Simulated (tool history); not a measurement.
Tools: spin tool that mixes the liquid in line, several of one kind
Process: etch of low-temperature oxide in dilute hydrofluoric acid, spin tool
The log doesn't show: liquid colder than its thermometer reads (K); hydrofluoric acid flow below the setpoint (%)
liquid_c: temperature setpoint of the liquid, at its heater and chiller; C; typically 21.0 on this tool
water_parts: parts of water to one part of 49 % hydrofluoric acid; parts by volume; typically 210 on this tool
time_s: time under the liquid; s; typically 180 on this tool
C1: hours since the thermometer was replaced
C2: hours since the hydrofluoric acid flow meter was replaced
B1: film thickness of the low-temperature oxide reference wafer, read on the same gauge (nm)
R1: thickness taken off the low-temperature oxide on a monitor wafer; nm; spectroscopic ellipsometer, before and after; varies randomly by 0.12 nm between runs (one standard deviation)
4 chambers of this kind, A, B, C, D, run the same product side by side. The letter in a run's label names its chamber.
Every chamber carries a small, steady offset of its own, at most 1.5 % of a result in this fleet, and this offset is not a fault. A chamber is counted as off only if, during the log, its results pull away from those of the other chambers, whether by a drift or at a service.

{"run": "1B", "hour": 5.2, "liquid_c": 21.0, "water_parts": 210, "time_s": 180, "C1": 1802.7, "C2": 311.6, "B1": 39.988, "R1": 18.982}
{"run": "2D", "hour": 13.2, "liquid_c": 21.0, "water_parts": 210, "time_s": 180, "C1": 1124.9, "C2": 291.6, "B1": 39.986, "R1": 18.807}
{"run": "3C", "hour": 22.2, "liquid_c": 21.0, "water_parts": 210, "time_s": 180, "C1": 539.2, "C2": 498.4, "B1": 39.994, "R1": 19.03}
{"run": "4A", "hour": 26.8, "liquid_c": 21.0, "water_parts": 210, "time_s": 180, "C1": 1229.2, "C2": 46.0, "B1": 40.01, "R1": 18.941}
{"run": "5C", "hour": 32.8, "liquid_c": 21.0, "water_parts": 210, "time_s": 180, "C1": 549.8, "C2": 509.0, "B1": 39.996, "R1": 19.05}
{"run": "6D", "hour": 38.1, "liquid_c": 21.0, "water_parts": 210, "time_s": 180, "C1": 1149.8, "C2": 316.5, "B1": 39.988, "R1": 18.457}
{"run": "7A", "hour": 43.5, "liquid_c": 21.0, "water_parts": 210, "time_s": 180, "C1": 1245.9, "C2": 62.7, "B1": 40.006, "R1": 18.782}
{"hour": 43.6, "done": "chamber C: hydrofluoric acid flow meter replaced"}
{"run": "8B", "hour": 47.8, "liquid_c": 21.0, "water_parts": 210, "time_s": 180, "C1": 1845.3, "C2": 354.2, "B1": 40.008, "R1": 19.273}
{"run": "9A", "hour": 55.4, "liquid_c": 21.0, "water_parts": 210, "time_s": 180, "C1": 1257.8, "C2": 74.6, "B1": 39.993, "R1": 19.137}
{"run": "10B", "hour": 62.9, "liquid_c": 21.0, "water_parts": 210, "time_s": 180, "C1": 1860.4, "C2": 369.3, "B1": 40.002, "R1": 19.202}
{"run": "11C", "hour": 69.1, "liquid_c": 21.0, "water_parts": 210, "time_s": 180, "C1": 586.1, "C2": 25.5, "B1": 39.989, "R1": 18.902}
{"run": "12D", "hour": 77.1, "liquid_c": 21.0, "water_parts": 210, "time_s": 180, "C1": 1188.8, "C2": 355.5, "B1": 39.997, "R1": 18.466}
{"run": "13B", "hour": 83.9, "liquid_c": 24.5, "water_parts": 210, "time_s": 180, "C1": 1881.4, "C2": 390.3, "B1": 40.003, "R1": 22.046}
{"run": "14C", "hour": 91.8, "liquid_c": 24.5, "water_parts": 210, "time_s": 180, "C1": 608.8, "C2": 48.2, "B1": 40.024, "R1": 21.691}
{"run": "15D", "hour": 97.1, "liquid_c": 24.5, "water_parts": 210, "time_s": 180, "C1": 1208.8, "C2": 375.5, "B1": 39.999, "R1": 20.77}
{"run": "16A", "hour": 104.9, "liquid_c": 24.5, "water_parts": 210, "time_s": 180, "C1": 1307.3, "C2": 124.1, "B1": 39.987, "R1": 21.559}
{"run": "17A", "hour": 109.4, "liquid_c": 21.0, "water_parts": 210, "time_s": 180, "C1": 1311.8, "C2": 128.6, "B1": 39.994, "R1": 18.993}
{"run": "18D", "hour": 116.4, "liquid_c": 21.0, "water_parts": 305, "time_s": 260, "C1": 1228.1, "C2": 394.8, "B1": 40.0, "R1": 16.476}
{"run": "19C", "hour": 122.8, "liquid_c": 21.0, "water_parts": 305, "time_s": 260, "C1": 639.8, "C2": 79.2, "B1": 40.017, "R1": 17.186}
{"run": "20B", "hour": 128.5, "liquid_c": 21.0, "water_parts": 305, "time_s": 260, "C1": 1926.0, "C2": 434.9, "B1": 40.003, "R1": 17.334}
{"run": "21B", "hour": 132.5, "liquid_c": 21.0, "water_parts": 305, "time_s": 260, "C1": 1930.0, "C2": 438.9, "B1": 40.007, "R1": 17.416}
{"run": "22C", "hour": 140.9, "liquid_c": 21.0, "water_parts": 210, "time_s": 180, "C1": 657.9, "C2": 97.3, "B1": 40.01, "R1": 19.036}
{"run": "23D", "hour": 145.1, "liquid_c": 21.0, "water_parts": 210, "time_s": 180, "C1": 1256.8, "C2": 423.5, "B1": 40.01, "R1": 18.195}
{"run": "24A", "hour": 152.8, "liquid_c": 18.0, "water_parts": 210, "time_s": 180, "C1": 1355.2, "C2": 172.0, "B1": 40.006, "R1": 16.863}
{"run": "25A", "hour": 160.0, "liquid_c": 18.0, "water_parts": 210, "time_s": 180, "C1": 1362.4, "C2": 179.2, "B1": 39.98, "R1": 16.63}
{"run": "26D", "hour": 167.9, "liquid_c": 18.0, "water_parts": 210, "time_s": 180, "C1": 1279.6, "C2": 446.3, "B1": 40.002, "R1": 15.931}
{"run": "27B", "hour": 174.8, "liquid_c": 18.0, "water_parts": 210, "time_s": 180, "C1": 1972.3, "C2": 481.2, "B1": 39.998, "R1": 16.944}
{"run": "28C", "hour": 183.3, "liquid_c": 21.0, "water_parts": 210, "time_s": 180, "C1": 700.3, "C2": 139.7, "B1": 40.001, "R1": 18.926}
{"run": "29D", "hour": 191.0, "liquid_c": 21.0, "water_parts": 210, "time_s": 180, "C1": 1302.7, "C2": 469.4, "B1": 39.993, "R1": 17.922}
{"run": "30A", "hour": 196.9, "liquid_c": 21.0, "water_parts": 210, "time_s": 180, "C1": 1399.3, "C2": 216.1, "B1": 39.996, "R1": 18.888}
{"run": "31B", "hour": 200.9, "liquid_c": 21.0, "water_parts": 210, "time_s": 180, "C1": 1998.4, "C2": 507.3, "B1": 39.993, "R1": 19.079}
{"run": "32C", "hour": 206.4, "liquid_c": 21.0, "water_parts": 210, "time_s": 180, "C1": 723.4, "C2": 162.8, "B1": 39.984, "R1": 18.913}
{"run": "33D", "hour": 214.2, "liquid_c": 21.0, "water_parts": 210, "time_s": 180, "C1": 1325.9, "C2": 492.6, "B1": 40.01, "R1": 17.681}

The same settings go to every chamber for the next run, one line per chamber below. Forecast the results for each:
{"run": "34A", "hour": 220.6, "liquid_c": 21.0, "water_parts": 160, "time_s": 180, "R1": "?"}
{"run": "34B", "hour": 220.6, "liquid_c": 21.0, "water_parts": 160, "time_s": 180, "R1": "?"}
{"run": "34C", "hour": 220.6, "liquid_c": 21.0, "water_parts": 160, "time_s": 180, "R1": "?"}
{"run": "34D", "hour": 220.6, "liquid_c": 21.0, "water_parts": 160, "time_s": 180, "R1": "?"}

run=34A R1=25.938
run=34B R1=26.469
run=34C R1=26.250
run=34D R1=24.631
